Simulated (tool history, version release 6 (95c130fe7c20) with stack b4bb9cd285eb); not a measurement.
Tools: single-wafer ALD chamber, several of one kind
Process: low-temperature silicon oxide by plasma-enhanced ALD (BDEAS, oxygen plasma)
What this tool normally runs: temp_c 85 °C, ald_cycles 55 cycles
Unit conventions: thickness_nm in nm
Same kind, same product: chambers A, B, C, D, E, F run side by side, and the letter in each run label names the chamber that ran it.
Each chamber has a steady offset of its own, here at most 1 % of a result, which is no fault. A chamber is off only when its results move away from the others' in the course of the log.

| run | hour | temp_c | ald_cycles | read-back reference wafer on the same gauge, thickness_nm | thickness_nm |
|---|---|---|---|---|---|
| 1B | 7.5 | 85 | 55 | 7.2722 | 8.2736 |
| 2C | 22 | 85 | 55 | 7.2733 | 8.2878 |
| 3A | 33.7 | 85 | 55 | 7.2742 | 8.2738 |
| 4E | 49 | 85 | 55 | 7.2752 | 8.2937 |
| 5D | 60.9 | 85 | 55 | 7.2783 | 8.3237 |
| 6F | 69.1 | 85 | 55 | 7.2758 | 8.3437 |
| 7D | 79.6 | 85 | 55 | 7.2768 | 8.3224 |
| 8E | 89.7 | 85 | 55 | 7.2803 | 8.3276 |
| 9C | 99.5 | 78 | 49 | 7.2808 | 7.5579 |
| 10A | 115.5 | 78 | 49 | 7.2795 | 7.5573 |
| 11F | 126.2 | 78 | 49 | 7.2864 | 7.62 |
| 12B | 133.9 | 78 | 49 | 7.2839 | 7.5491 |
|  | 138.5 | chamber A: thermocouple changed; heater temperature recalibrated |
| 13C | 143.6 | 78 | 49 | 7.2824 | 7.5487 |
| 14D | 153.9 | 78 | 49 | 7.2874 | 7.6092 |
| 15F | 169.1 | 85 | 55 | 7.2921 | 8.3407 |
| 16B | 178.8 | 85 | 55 | 7.2905 | 8.2996 |
| 17A | 185.8 | 85 | 55 | 7.2873 | 8.2952 |
| 18E | 195.1 | 85 | 55 | 7.2912 | 8.3132 |
|  | 199.2 | chamber F: thermocouple changed; heater temperature recalibrated |
| 19D | 206.3 | 85 | 55 | 7.2942 | 8.3538 |
| 20E | 213.8 | 85 | 55 | 7.2924 | 8.3384 |
| 21F | 229.5 | 85 | 55 | 7.2937 | 8.3601 |
| 22B | 237.6 | 85 | 55 | 7.2977 | 8.2843 |
| 23C | 245.1 | 85 | 55 | 7.2962 | 8.3065 |
| 24A | 253.5 | 85 | 55 | 7.295 | 8.3242 |
| 25F | 266.3 | 85 | 55 | 7.2978 | 8.3639 |
| 26D | 274 | 85 | 55 | 7.3004 | 8.358 |
| 27A | 286.9 | 85 | 55 | 7.3004 | 8.3302 |
| 28B | 300.7 | 85 | 55 | 7.3014 | 8.2892 |
| 29C | 309.1 | 85 | 55 | 7.304 | 8.3118 |
| 30E | 322 | 85 | 55 | 7.3015 | 8.3493 |
| 31C | 330.4 | 100 | 59 | 7.3052 | 8.4719 |
| 32F | 341.4 | 100 | 59 | 7.3066 | 8.5141 |
| 33A | 351.8 | 100 | 59 | 7.3066 | 8.4792 |
| 34B | 365.1 | 100 | 59 | 7.3096 | 8.4598 |
| 35E | 373.7 | 100 | 59 | 7.3092 | 8.4983 |
| 36D | 381.8 | 100 | 59 | 7.3081 | 8.4964 |

Which is it: a chamber that has drifted or been left off by a service, a gauge drift common to all chambers, or only each chamber's usual small offset? If a chamber is off, name it and its likeliest cause.

Gauge drift. The chambers move together only on paper, and none stands off.
Most likely cause: gauge reads high (%) = 0.575.
